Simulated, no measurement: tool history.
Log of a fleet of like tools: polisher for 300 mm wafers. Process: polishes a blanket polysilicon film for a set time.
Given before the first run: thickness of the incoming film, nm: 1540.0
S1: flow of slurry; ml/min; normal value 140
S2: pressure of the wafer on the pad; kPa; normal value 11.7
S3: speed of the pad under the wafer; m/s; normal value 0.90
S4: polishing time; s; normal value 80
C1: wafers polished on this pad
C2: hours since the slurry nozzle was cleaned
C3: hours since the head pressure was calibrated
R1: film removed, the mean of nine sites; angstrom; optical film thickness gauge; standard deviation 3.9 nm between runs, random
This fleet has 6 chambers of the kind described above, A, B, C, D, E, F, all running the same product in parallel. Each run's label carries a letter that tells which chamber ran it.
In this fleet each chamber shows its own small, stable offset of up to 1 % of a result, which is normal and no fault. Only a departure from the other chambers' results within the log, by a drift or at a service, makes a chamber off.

run 1A hour=11.8 | S1=140 S2=11.7 S3=0.90 S4=80 | C1=249 C2=98.7 C3=700.3 | R1=3744.1
run 2D hour=26.7 | S1=140 S2=11.7 S3=0.90 S4=80 | C1=248 C2=220.1 C3=194.2 | R1=3686.6
-- hour=35.5 chamber E: worn pad replaced by a new one
run 3B hour=40.9 | S1=140 S2=11.7 S3=0.90 S4=80 | C1=328 C2=315.0 C3=50.3 | R1=3732.7
run 4F hour=55.2 | S1=140 S2=11.7 S3=0.90 S4=80 | C1=706 C2=222.9 C3=399.4 | R1=3714.0
-- hour=63.3 chamber A: worn pad replaced by a new one
run 5C hour=65.7 | S1=140 S2=11.7 S3=0.90 S4=80 | C1=766 C2=471.2 C3=853.8 | R1=3682.2
-- hour=67.3 chamber F: worn pad replaced by a new one
run 6E hour=72.3 | S1=140 S2=14.5 S3=0.90 S4=60 | C1=281 C2=74.7 C3=168.0 | R1=3449.9
-- hour=80.4 chamber C: worn pad replaced by a new one
run 7A hour=80.5 | S1=140 S2=14.5 S3=0.90 S4=60 | C1=131 C2=167.4 C3=769.0 | R1=3410.9
-- hour=89.3 chamber B: slurry nozzle cleaned
run 8B hour=95.2 | S1=140 S2=14.5 S3=0.90 S4=60 | C1=743 C2=5.9 C3=104.6 | R1=3437.0
run 9E hour=106.9 | S1=140 S2=14.5 S3=0.90 S4=60 | C1=545 C2=109.3 C3=202.6 | R1=3446.8
run 10F hour=117.7 | S1=140 S2=14.5 S3=0.90 S4=60 | C1=385 C2=285.4 C3=461.9 | R1=3478.2
-- hour=118.6 chamber D: worn pad replaced by a new one
-- hour=125.7 chamber B: worn pad replaced by a new one
run 11D hour=129.3 | S1=140 S2=14.5 S3=0.90 S4=60 | C1=82 C2=322.7 C3=296.8 | R1=3407.9
-- hour=132.0 chamber F: slurry nozzle cleaned
-- hour=137.3 chamber E: worn pad replaced by a new one
-- hour=143.4 chamber A: slurry nozzle cleaned
run 12C hour=144.1 | S1=140 S2=11.7 S3=0.90 S4=80 | C1=487 C2=549.6 C3=932.2 | R1=3650.0
-- hour=156.3 chamber A: worn pad replaced by a new one
run 13E hour=158.0 | S1=140 S2=11.7 S3=0.90 S4=80 | C1=158 C2=160.4 C3=253.7 | R1=3725.9
run 14F hour=164.5 | S1=140 S2=11.7 S3=0.90 S4=80 | C1=743 C2=32.6 C3=508.7 | R1=3745.1
run 15C hour=171.3 | S1=140 S2=11.7 S3=0.90 S4=80 | C1=695 C2=576.8 C3=959.4 | R1=3653.3
-- hour=172.4 chamber F: worn pad replaced by a new one
run 16A hour=180.2 | S1=140 S2=11.7 S3=0.90 S4=80 | C1=182 C2=36.9 C3=868.7 | R1=3684.7
-- hour=189.1 chamber C: slurry nozzle cleaned
run 17B hour=194.2 | S1=140 S2=11.7 S3=0.90 S4=80 | C1=523 C2=104.9 C3=203.6 | R1=3689.0
run 18D hour=206.4 | S1=140 S2=11.7 S3=0.90 S4=80 | C1=671 C2=399.8 C3=373.9 | R1=3690.6
run 19C hour=215.0 | S1=140 S2=11.7 S3=0.90 S4=80 | C1=1029 C2=26.0 C3=1003.1 | R1=3630.7
-- hour=215.5 chamber C: worn pad replaced by a new one
-- hour=217.6 chamber A: head pressure recalibrated
run 20B hour=229.5 | S1=140 S2=11.7 S3=0.90 S4=80 | C1=793 C2=140.2 C3=238.9 | R1=3679.9
-- hour=235.7 chamber E: worn pad replaced by a new one
-- hour=237.4 chamber A: worn pad replaced by a new one
-- hour=240.5 chamber D: worn pad replaced by a new one
run 21A hour=242.5 | S1=140 S2=11.7 S3=0.90 S4=80 | C1=39 C2=99.2 C3=24.9 | R1=3323.9
run 22F hour=251.9 | S1=140 S2=11.7 S3=0.90 S4=80 | C1=607 C2=120.0 C3=596.1 | R1=3678.2
-- hour=260.2 chamber B: worn pad replaced by a new one
run 23E hour=263.2 | S1=140 S2=11.7 S3=0.90 S4=80 | C1=210 C2=265.6 C3=358.9 | R1=3717.0
-- hour=268.6 chamber F: worn pad replaced by a new one
run 24D hour=269.6 | S1=140 S2=11.7 S3=0.90 S4=80 | C1=222 C2=463.0 C3=437.1 | R1=3739.0
run 25E hour=283.9 | S1=95 S2=15.2 S3=0.90 S4=80 | C1=368 C2=286.3 C3=379.6 | R1=4380.6
run 26F hour=298.1 | S1=95 S2=15.2 S3=0.90 S4=80 | C1=225 C2=166.2 C3=642.3 | R1=4404.3
run 27C hour=312.0 | S1=95 S2=15.2 S3=0.90 S4=80 | C1=737 C2=123.0 C3=1100.1 | R1=4460.3
run 28B hour=320.2 | S1=95 S2=15.2 S3=0.90 S4=80 | C1=459 C2=230.9 C3=329.6 | R1=4369.7
run 29D hour=328.6 | S1=95 S2=15.2 S3=0.90 S4=80 | C1=673 C2=522.0 C3=496.1 | R1=4412.5
-- hour=336.6 chamber A: worn pad replaced by a new one
run 30A hour=342.7 | S1=95 S2=15.2 S3=0.90 S4=80 | C1=46 C2=199.4 C3=125.1 | R1=4006.4
-- hour=342.9 chamber C: worn pad replaced by a new one
run 31E hour=351.9 | S1=140 S2=11.7 S3=0.90 S4=80 | C1=888 C2=354.3 C3=447.6 | R1=3747.9
-- hour=358.1 chamber A: slurry nozzle cleaned
run 32F hour=359.0 | S1=140 S2=11.7 S3=0.90 S4=102 | C1=691 C2=227.1 C3=703.2 | R1=4721.2
-- hour=361.5 chamber F: worn pad replaced by a new one
-- hour=363.7 chamber D: worn pad replaced by a new one
run 33B hour=367.9 | S1=140 S2=11.7 S3=0.90 S4=102 | C1=823 C2=278.6 C3=377.3 | R1=4651.3
-- hour=371.2 chamber C: head pressure recalibrated
run 34A hour=378.4 | S1=140 S2=11.7 S3=0.90 S4=102 | C1=319 C2=20.4 C3=160.8 | R1=4279.9
run 35D hour=391.0 | S1=140 S2=11.7 S3=0.90 S4=102 | C1=209 C2=584.4 C3=558.5 | R1=4759.3
-- hour=391.8 chamber F: slurry nozzle cleaned
run 36C hour=398.3 | S1=140 S2=11.7 S3=0.90 S4=102 | C1=423 C2=209.3 C3=27.1 | R1=4727.6
-- hour=400.2 chamber B: worn pad replaced by a new one
run 37B hour=410.0 | S1=140 S2=11.7 S3=0.90 S4=102 | C1=75 C2=320.7 C3=419.4 | R1=4625.8
run 38F hour=423.4 | S1=140 S2=11.7 S3=0.90 S4=80 | C1=473 C2=31.7 C3=767.6 | R1=3726.1
run 39D hour=435.2 | S1=140 S2=11.7 S3=0.72 S4=80 | C1=546 C2=628.6 C3=602.7 | R1=2965.0

All chambers now run identical settings, listed one chamber a line with results as question marks. What results will each chamber show?
run 40A hour=445.9 | S1=140 S2=11.7 S3=0.90 S4=80 | R1=?
run 40B hour=445.9 | S1=140 S2=11.7 S3=0.90 S4=80 | R1=?
run 40C hour=445.9 | S1=140 S2=11.7 S3=0.90 S4=80 | R1=?
run 40D hour=445.9 | S1=140 S2=11.7 S3=0.90 S4=80 | R1=?
run 40E hour=445.9 | S1=140 S2=11.7 S3=0.90 S4=80 | R1=?
run 40F hour=445.9 | S1=140 S2=11.7 S3=0.90 S4=80 | R1=?

run=40A R1=3328.1
run=40B R1=3657.0
run=40C R1=3623.5
run=40D R1=3766.0
run=40E R1=3660.4
run=40F R1=3762.0
